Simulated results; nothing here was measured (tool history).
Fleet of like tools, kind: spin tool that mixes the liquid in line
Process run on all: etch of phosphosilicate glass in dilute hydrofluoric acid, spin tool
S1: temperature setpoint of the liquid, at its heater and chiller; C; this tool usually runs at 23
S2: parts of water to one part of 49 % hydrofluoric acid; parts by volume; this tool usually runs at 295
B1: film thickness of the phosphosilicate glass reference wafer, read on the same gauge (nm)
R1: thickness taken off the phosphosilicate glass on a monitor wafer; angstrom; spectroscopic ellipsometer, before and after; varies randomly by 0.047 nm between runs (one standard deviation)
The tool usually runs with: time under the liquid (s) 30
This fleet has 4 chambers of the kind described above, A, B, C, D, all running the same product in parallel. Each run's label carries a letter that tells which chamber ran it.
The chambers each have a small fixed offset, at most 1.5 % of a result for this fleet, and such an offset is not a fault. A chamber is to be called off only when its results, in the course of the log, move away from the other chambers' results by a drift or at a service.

{"run": "1C", "day": 0.429, "S1": 23, "S2": 295, "time under the liquid (s)": 30, "B1": 30.007, "R1": 79.152}
{"run": "2D", "day": 0.908, "S1": 23, "S2": 295, "time under the liquid (s)": 30, "B1": 29.958, "R1": 79.214}
{"run": "3B", "day": 1.333, "S1": 23, "S2": 295, "time under the liquid (s)": 30, "B1": 29.994, "R1": 80.802}
{"run": "4A", "day": 1.804, "S1": 23, "S2": 295, "time under the liquid (s)": 30, "B1": 29.982, "R1": 80.172}
{"run": "5A", "day": 2.1, "S1": 23, "S2": 295, "time under the liquid (s)": 30, "B1": 30.053, "R1": 78.527}
{"run": "6B", "day": 2.621, "S1": 23, "S2": 295, "time under the liquid (s)": 30, "B1": 30.005, "R1": 81.058}
{"run": "7C", "day": 2.946, "S1": 23, "S2": 295, "time under the liquid (s)": 30, "B1": 30.007, "R1": 79.037}
{"run": "8D", "day": 3.258, "S1": 23, "S2": 295, "time under the liquid (s)": 30, "B1": 29.963, "R1": 79.682}
{"run": "9A", "day": 3.692, "S1": 23, "S2": 295, "time under the liquid (s)": 30, "B1": 29.99, "R1": 79.577}
{"run": "10C", "day": 4.117, "S1": 23, "S2": 295, "time under the liquid (s)": 30, "B1": 30.021, "R1": 79.585}
{"run": "11D", "day": 4.421, "S1": 23, "S2": 295, "time under the liquid (s)": 30, "B1": 29.996, "R1": 79.353}
{"run": "12B", "day": 4.792, "S1": 25, "S2": 215, "time under the liquid (s)": 30, "B1": 30.037, "R1": 129.37}
{"run": "13C", "day": 5.262, "S1": 25, "S2": 215, "time under the liquid (s)": 30, "B1": 30.016, "R1": 129.16}
{"run": "14D", "day": 5.546, "S1": 25, "S2": 215, "time under the liquid (s)": 30, "B1": 30.034, "R1": 128.98}
{"run": "15A", "day": 6.038, "S1": 25, "S2": 215, "time under the liquid (s)": 30, "B1": 29.948, "R1": 126.34}
{"run": "16B", "day": 6.325, "S1": 23, "S2": 295, "time under the liquid (s)": 30, "B1": 30.026, "R1": 80.97}
{"run": "17A", "day": 6.788, "S1": 23, "S2": 295, "time under the liquid (s)": 40, "B1": 29.963, "R1": 106.61}
{"run": "18B", "day": 7.138, "S1": 23, "S2": 295, "time under the liquid (s)": 40, "B1": 29.982, "R1": 108.53}
{"day": 7.229, "done": "chamber C: thermometer replaced"}
{"run": "19C", "day": 7.442, "S1": 23, "S2": 295, "time under the liquid (s)": 40, "B1": 29.997, "R1": 106.32}
{"run": "20D", "day": 7.871, "S1": 23, "S2": 295, "time under the liquid (s)": 40, "B1": 29.972, "R1": 107.65}
{"run": "21B", "day": 8.396, "S1": 23, "S2": 295, "time under the liquid (s)": 30, "B1": 30.02, "R1": 80.789}
{"run": "22A", "day": 8.838, "S1": 23, "S2": 295, "time under the liquid (s)": 30, "B1": 30.029, "R1": 80.444}
{"run": "23C", "day": 9.121, "S1": 23, "S2": 295, "time under the liquid (s)": 30, "B1": 30.045, "R1": 79.676}
{"run": "24D", "day": 9.596, "S1": 23, "S2": 295, "time under the liquid (s)": 30, "B1": 29.975, "R1": 82.146}
{"run": "25D", "day": 9.846, "S1": 23, "S2": 295, "time under the liquid (s)": 30, "B1": 30.025, "R1": 82.158}
{"run": "26B", "day": 10.325, "S1": 23, "S2": 295, "time under the liquid (s)": 30, "B1": 30.006, "R1": 81.466}
{"run": "27C", "day": 10.854, "S1": 23, "S2": 295, "time under the liquid (s)": 30, "B1": 29.978, "R1": 79.397}
{"run": "28A", "day": 11.254, "S1": 23, "S2": 295, "time under the liquid (s)": 30, "B1": 29.969, "R1": 79.407}
{"run": "29A", "day": 11.662, "S1": 23, "S2": 295, "time under the liquid (s)": 30, "B1": 29.989, "R1": 79.365}
{"run": "30B", "day": 11.925, "S1": 23, "S2": 295, "time under the liquid (s)": 30, "B1": 30.021, "R1": 80.566}
{"run": "31D", "day": 12.292, "S1": 23, "S2": 295, "time under the liquid (s)": 30, "B1": 30.011, "R1": 83.941}

All chambers now run identical settings, listed one chamber a line with results as question marks. What results will each chamber show?
{"run": "32A", "day": 12.679, "S1": 23, "S2": 295, "time under the liquid (s)": 30, "R1": "?"}
{"run": "32B", "day": 12.679, "S1": 23, "S2": 295, "time under the liquid (s)": 30, "R1": "?"}
{"run": "32C", "day": 12.679, "S1": 23, "S2": 295, "time under the liquid (s)": 30, "R1": "?"}
{"run": "32D", "day": 12.679, "S1": 23, "S2": 295, "time under the liquid (s)": 30, "R1": "?"}

run=32A R1=80.510
run=32B R1=80.944
run=32C R1=78.689
run=32D R1=83.498

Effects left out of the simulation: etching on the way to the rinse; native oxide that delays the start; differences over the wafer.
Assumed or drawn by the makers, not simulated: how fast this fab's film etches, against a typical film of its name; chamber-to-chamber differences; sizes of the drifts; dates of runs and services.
